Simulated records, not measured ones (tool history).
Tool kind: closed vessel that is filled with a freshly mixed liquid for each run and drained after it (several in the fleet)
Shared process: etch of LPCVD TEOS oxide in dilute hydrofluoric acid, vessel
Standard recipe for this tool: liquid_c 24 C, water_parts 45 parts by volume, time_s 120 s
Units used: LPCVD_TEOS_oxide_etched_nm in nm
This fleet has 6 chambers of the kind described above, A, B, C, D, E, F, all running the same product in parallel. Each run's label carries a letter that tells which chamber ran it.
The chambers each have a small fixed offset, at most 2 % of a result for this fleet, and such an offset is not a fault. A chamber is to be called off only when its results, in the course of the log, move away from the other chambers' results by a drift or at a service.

run   hour  liquid_c  water_parts  time_s  hours since the thermometer was replaced  hours since the hydrofluoric acid flow meter was replaced  read-back film thickness of the LPCVD TEOS oxide reference wafer, read on the same gauge (nm)  LPCVD_TEOS_oxide_etched_nm
 1E    5.2        24           45     120                                     869.2                                                      721.9                                                                                         49.993                      59.285
 2C   11.3        24           45     120                                     372.4                                                      995.9                                                                                         50.008                      59.859
 3B   16.9        24           45     120                                     197.3                                                      751.4                                                                                         49.979                      58.487
 4F   23.3        24           45     120                                    1436.8                                                      566.3                                                                                         49.998                      58.327
 5A   26.8        22           45     120                                     441.7                                                       1006                                                                                         49.994                      54.622
 6D   29.9        22           45     120                                     399.6                                                     1155.8                                                                                         49.996                      55.538
 7D   33.4        22           45     120                                     403.1                                                     1159.3                                                                                         50.008                      55.304
 8A   39.9        22           45     120                                     454.8                                                     1019.1                                                                                         50.003                      54.206
 9E     45        22           45     120                                       909                                                      761.7                                                                                         49.977                       54.55
10F   50.5        22           45     120                                      1464                                                      593.5                                                                                         50.007                      53.861
11C   56.4        24           45     120                                     417.5                                                       1041                                                                                         49.994                      59.043
12B   59.2        24           45     120                                     239.6                                                      793.7                                                                                         49.972                      57.638
13D   63.5        24           45     120                                     433.2                                                     1189.4                                                                                         50.006                      59.549
14A   69.9        24           45     120                                     484.8                                                     1049.1                                                                                          49.98                      59.113
15F   74.6      19.5           45     145                                    1488.1                                                      617.6                                                                                         49.983                      58.325
16E   77.9      19.5           45     145                                     941.9                                                      794.6                                                                                         50.015                      59.303
17C   81.4      19.5           45     145                                     442.5                                                       1066                                                                                         50.008                      58.484
18B   84.7      19.5           45     145                                     265.1                                                      819.2                                                                                         50.011                      58.251
19B   89.8      19.5           45     145                                     270.2                                                      824.3                                                                                          50.01                       57.24
20A   95.8      19.5           45     145                                     510.7                                                       1075                                                                                         50.007                      58.756
21E  101.3        24           45     120                                     965.3                                                        818                                                                                         50.003                      59.748
22C  106.3        24           45     120                                     467.4                                                     1090.9                                                                                         49.993                       59.17
23D  111.2        24           45     120                                     480.9                                                     1237.1                                                                                         50.014                      59.842
24F  114.1        24           45     120                                    1527.6                                                      657.1                                                                                         49.999                       58.33
25C  119.5        24           45     120                                     480.6                                                     1104.1                                                                                         50.005                      58.539
26E  124.9        24           45     120                                     988.9                                                      841.6                                                                                         50.006                      59.223
27A  130.4        24           45     120                                     545.3                                                     1109.6                                                                                          49.99                      58.001
28D  135.4        24           45     120                                     505.1                                                     1261.3                                                                                             50                      60.263
29B  139.6        24           45     120                                       320                                                      874.1                                                                                         49.999                      58.495
30F  143.9        24           45     120                                    1557.4                                                      686.9                                                                                          49.99                      58.153
31A  147.7        24           45     120                                     562.6                                                     1126.9                                                                                         50.004                      57.439
32F  153.3        24           45     120                                    1566.8                                                      696.3                                                                                         50.015                      58.782
33D  159.7        24           45     120                                     529.4                                                     1285.6                                                                                         49.984                       59.96
34C  165.5        24           45     120                                     526.6                                                     1150.1                                                                                         50.018                      59.322
35E  170.1        24           45     120                                    1034.1                                                      886.8                                                                                         49.985                      59.279
36B  174.9        24           45     120                                     355.3                                                      909.4                                                                                         50.016                      57.606
37F    179        24           45     120                                    1592.5                                                        722                                                                                         49.984                      58.567
38A  182.7        24           45     120                                     597.6                                                     1161.9                                                                                         50.006                      56.562
39C  188.1        24           45     120                                     549.2                                                     1172.7                                                                                         49.997                      58.801

All chambers now run identical settings, listed one chamber a line with results as question marks. What results will each chamber show?
40A  192.7        20           45     120                                                                                                                                                                                                                               ?
40B  192.7        20           45     120                                                                                                                                                                                                                               ?
40C  192.7        20           45     120                                                                                                                                                                                                                               ?
40D  192.7        20           45     120                                                                                                                                                                                                                               ?
40E  192.7        20           45     120                                                                                                                                                                                                                               ?
40F  192.7        20           45     120                                                                                                                                                                                                                               ?

run  LPCVD_TEOS_oxide_etched_nm
40A                      47.196
40B                      49.106
40C                      50.615
40D                      50.234
40E                       49.98
40F                      49.055
